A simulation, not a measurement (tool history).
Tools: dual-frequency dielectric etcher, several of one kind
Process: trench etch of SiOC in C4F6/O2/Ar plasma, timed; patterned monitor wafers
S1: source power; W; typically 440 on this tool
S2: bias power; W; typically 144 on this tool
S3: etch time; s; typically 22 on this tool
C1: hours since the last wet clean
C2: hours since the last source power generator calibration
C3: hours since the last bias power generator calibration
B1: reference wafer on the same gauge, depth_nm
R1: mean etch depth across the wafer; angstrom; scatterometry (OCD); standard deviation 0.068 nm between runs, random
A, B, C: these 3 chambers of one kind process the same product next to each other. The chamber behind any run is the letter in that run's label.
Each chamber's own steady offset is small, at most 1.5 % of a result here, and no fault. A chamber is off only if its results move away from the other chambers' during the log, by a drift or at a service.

run,hour,S1,S2,S3,C1,C2,C3,B1,R1
1A,13.4,440,144,22,266.6,1684.9,2747.2,45.534,442.41
2C,21.1,440,144,22,291.9,970.9,2112.7,45.537,450.27
3B,33.2,440,144,22,204.5,580.3,952.5,45.55,444.8
4A,40.8,440,144,22,294,1712.3,2774.6,45.579,444.51
5C,48.9,440,144,22,319.7,998.7,2140.5,45.574,451.42
6B,58.3,440,144,22,229.6,605.4,977.6,45.586,444.59
7A,70.2,440,144,22,323.4,1741.7,2804,45.61,443.3
8C,82.5,440,144,22,353.3,1032.3,2174.1,45.603,451.67
9B,94.7,440,144,22,266,641.8,1014,45.615,445.04
10A,102,350,168,22,355.2,1773.5,2835.8,45.66,424.18
11B,110.1,350,168,22,281.4,657.2,1029.4,45.644,425.63
12C,121.6,350,168,22,392.4,1071.4,2213.2,45.667,431.79
13B,128.4,440,162,27,299.7,675.5,1047.7,45.679,566.52
14A,137,440,162,27,390.2,1808.5,2870.8,45.7,565.83
15C,149.9,440,162,27,420.7,1099.7,2241.5,45.716,574.01
16C,156.5,440,144,22,427.3,1106.3,2248.1,45.737,452.85
17A,167.3,440,144,22,420.5,1838.8,2901.1,45.749,445.49
18B,176.5,440,144,22,347.8,723.6,1095.8,45.745,446.85
19C,186.9,440,144,22,457.7,1136.7,2278.5,45.77,452.45
20A,195.5,440,166,17.5,448.7,1867,2929.3,45.776,369.63

The same settings go to every chamber for the next run, one line per chamber below. Forecast the results for each:
21A,205.1,470,144,22,,,,,?
21B,205.1,470,144,22,,,,,?
21C,205.1,470,144,22,,,,,?

run,R1
21A,458.05
21B,459.76
21C,462.9
